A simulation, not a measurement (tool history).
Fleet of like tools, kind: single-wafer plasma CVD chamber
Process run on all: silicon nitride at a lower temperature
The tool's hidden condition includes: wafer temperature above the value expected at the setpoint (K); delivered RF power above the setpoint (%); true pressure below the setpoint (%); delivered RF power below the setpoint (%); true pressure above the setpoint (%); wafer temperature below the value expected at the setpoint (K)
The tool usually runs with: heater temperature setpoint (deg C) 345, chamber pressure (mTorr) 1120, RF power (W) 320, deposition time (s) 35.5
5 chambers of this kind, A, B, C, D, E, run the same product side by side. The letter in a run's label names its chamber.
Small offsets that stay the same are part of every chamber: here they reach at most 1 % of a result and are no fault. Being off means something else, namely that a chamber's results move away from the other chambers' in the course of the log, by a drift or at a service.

| run | day | heater temperature setpoint (deg C) | chamber pressure (mTorr) | RF power (W) | deposition time (s) | hours since the last thermocouple change | hours since the last RF generator calibration | hours since the last manometer calibration | read-back reference wafer on the same gauge, thickness_nm | mean film thickness on the monitor wafer (Å) |
|---|---|---|---|---|---|---|---|---|---|---|
| 1A | 0.575 | 345 | 1120 | 320 | 35.5 | 1902.8 | 1756.5 | 707.4 | 40.417 | 389.86 |
| 2D | 0.988 | 345 | 1120 | 320 | 35.5 | 1633.8 | 493.9 | 298.8 | 40.417 | 392.24 |
| 3B | 1.475 | 345 | 1120 | 320 | 35.5 | 2167.0 | 323.3 | 959.4 | 40.415 | 395.92 |
| 4C | 2.021 | 345 | 1120 | 320 | 35.5 | 2279.2 | 1594.1 | 909.0 | 40.432 | 396.33 |
| 5E | 2.412 | 345 | 1120 | 320 | 35.5 | 1717.2 | 772.9 | 871.4 | 40.427 | 396.01 |
| 6D | 2.812 | 345 | 1120 | 320 | 35.5 | 1677.6 | 537.7 | 342.6 | 40.443 | 392.51 |
| 7E | 3.138 | 345 | 1120 | 320 | 35.5 | 1734.6 | 790.3 | 888.8 | 40.435 | 396.17 |
|  | 3.471 | chamber E: thermocouple changed; heater temperature recalibrated |
| 8B | 3.679 | 345 | 1120 | 320 | 35.5 | 2219.9 | 376.2 | 1012.3 | 40.446 | 396.28 |
| 9C | 3.946 | 345 | 1120 | 280 | 32.4 | 2325.4 | 1640.3 | 955.2 | 40.451 | 330.79 |
|  | 4.046 | chamber B: capacitance manometer re-zeroed and calibrated |
| 10A | 4.467 | 345 | 1120 | 280 | 32.4 | 1996.2 | 1849.9 | 800.8 | 40.482 | 326.17 |
| 11A | 4.883 | 345 | 1120 | 280 | 32.4 | 2006.2 | 1859.9 | 810.8 | 40.461 | 325.52 |
| 12B | 5.354 | 345 | 1120 | 280 | 32.4 | 2260.1 | 416.4 | 31.4 | 40.468 | 330.36 |
| 13C | 5.917 | 345 | 1120 | 280 | 32.4 | 2372.7 | 1687.6 | 1002.5 | 40.482 | 331.56 |
| 14E | 6.508 | 345 | 950 | 265 | 35.5 | 72.9 | 871.2 | 969.7 | 40.491 | 331.64 |
| 15D | 6.825 | 345 | 950 | 265 | 35.5 | 1773.9 | 634.0 | 438.9 | 40.484 | 326.98 |
| 16D | 7.192 | 345 | 950 | 265 | 35.5 | 1782.7 | 642.8 | 447.7 | 40.502 | 327.94 |
| 17B | 7.712 | 345 | 950 | 265 | 35.5 | 2316.7 | 473.0 | 88.0 | 40.506 | 332.77 |
| 18A | 8.258 | 345 | 950 | 265 | 35.5 | 2087.2 | 1940.9 | 891.8 | 40.524 | 326.52 |
| 19E | 8.650 | 332 | 1120 | 320 | 35.5 | 124.3 | 922.6 | 1021.1 | 40.513 | 399.84 |
| 20C | 9.162 | 332 | 1120 | 320 | 35.5 | 2450.6 | 1765.5 | 1080.4 | 40.515 | 398.66 |
| 21A | 9.529 | 332 | 1120 | 320 | 35.5 | 2117.7 | 1971.4 | 922.3 | 40.524 | 392.08 |
| 22E | 9.971 | 332 | 1120 | 320 | 35.5 | 156.0 | 954.3 | 1052.8 | 40.526 | 399.31 |
| 23C | 10.350 | 332 | 1120 | 320 | 35.5 | 2479.1 | 1794.0 | 1108.9 | 40.540 | 399.20 |
| 24B | 10.725 | 345 | 1120 | 320 | 35.5 | 2389.0 | 545.3 | 160.3 | 40.546 | 397.06 |
| 25D | 11.046 | 345 | 1120 | 270 | 39.6 | 1875.2 | 735.3 | 540.2 | 40.551 | 390.54 |
| 26A | 11.412 | 345 | 1120 | 270 | 39.6 | 2162.9 | 2016.6 | 967.5 | 40.571 | 389.18 |
|  | 11.742 | chamber A: capacitance manometer re-zeroed and calibrated |
| 27D | 11.979 | 345 | 1120 | 270 | 39.6 | 1897.6 | 757.7 | 562.6 | 40.550 | 390.00 |
|  | 12.083 | chamber C: capacitance manometer re-zeroed and calibrated |
| 28C | 12.267 | 345 | 1120 | 270 | 39.6 | 2525.1 | 1840.0 | 4.4 | 40.562 | 395.89 |
| 29B | 12.700 | 345 | 1120 | 270 | 39.6 | 2436.4 | 592.7 | 207.7 | 40.570 | 395.45 |
| 30E | 13.233 | 345 | 1290 | 320 | 35.5 | 234.3 | 1032.6 | 1131.1 | 40.576 | 415.04 |
| 31B | 13.621 | 345 | 1290 | 320 | 35.5 | 2458.5 | 614.8 | 229.8 | 40.592 | 414.75 |
|  | 13.833 | chamber C: RF generator calibrated |
| 32D | 13.933 | 345 | 1290 | 320 | 35.5 | 1944.5 | 804.6 | 609.5 | 40.583 | 409.97 |
| 33C | 14.346 | 345 | 1290 | 320 | 35.5 | 2575.0 | 12.3 | 54.3 | 40.596 | 415.15 |
| 34A | 14.854 | 345 | 1290 | 320 | 35.5 | 2245.5 | 2099.2 | 74.8 | 40.612 | 408.83 |
|  | 15.012 | chamber A: thermocouple changed; heater temperature recalibrated |
| 35E | 15.238 | 345 | 1120 | 320 | 35.5 | 282.4 | 1080.7 | 1179.2 | 40.596 | 399.91 |
| 36C | 15.562 | 345 | 1390 | 320 | 35.5 | 2604.2 | 41.5 | 83.5 | 40.621 | 424.51 |
| 37E | 16.100 | 345 | 1390 | 320 | 35.5 | 303.1 | 1101.4 | 1199.9 | 40.620 | 423.12 |
|  | 16.567 | chamber C: thermocouple changed; heater temperature recalibrated |
| 38A | 16.683 | 345 | 1390 | 320 | 35.5 | 40.1 | 2143.1 | 118.7 | 40.629 | 417.55 |
| 39B | 17.079 | 345 | 1390 | 320 | 35.5 | 2541.5 | 697.8 | 312.8 | 40.632 | 424.32 |
| 40D | 17.433 | 345 | 1390 | 320 | 35.5 | 2028.5 | 888.6 | 693.5 | 40.641 | 419.90 |
| 41C | 17.808 | 345 | 950 | 285 | 35.5 | 29.9 | 95.4 | 137.4 | 40.629 | 351.24 |
| 42D | 18.383 | 345 | 950 | 285 | 35.5 | 2051.3 | 911.4 | 716.3 | 40.651 | 345.16 |
| 43E | 18.862 | 345 | 950 | 285 | 35.5 | 369.4 | 1167.7 | 1266.2 | 40.655 | 350.92 |

Which is it: a chamber that has drifted or been left off by a service, a gauge drift common to all chambers, or only each chamber's usual small offset? If a chamber is off, name it and its likeliest cause.

The gauge drifts, so all chambers seem to drift together. No chamber is off.
Cause: gauge reads high (%) = 0.646.
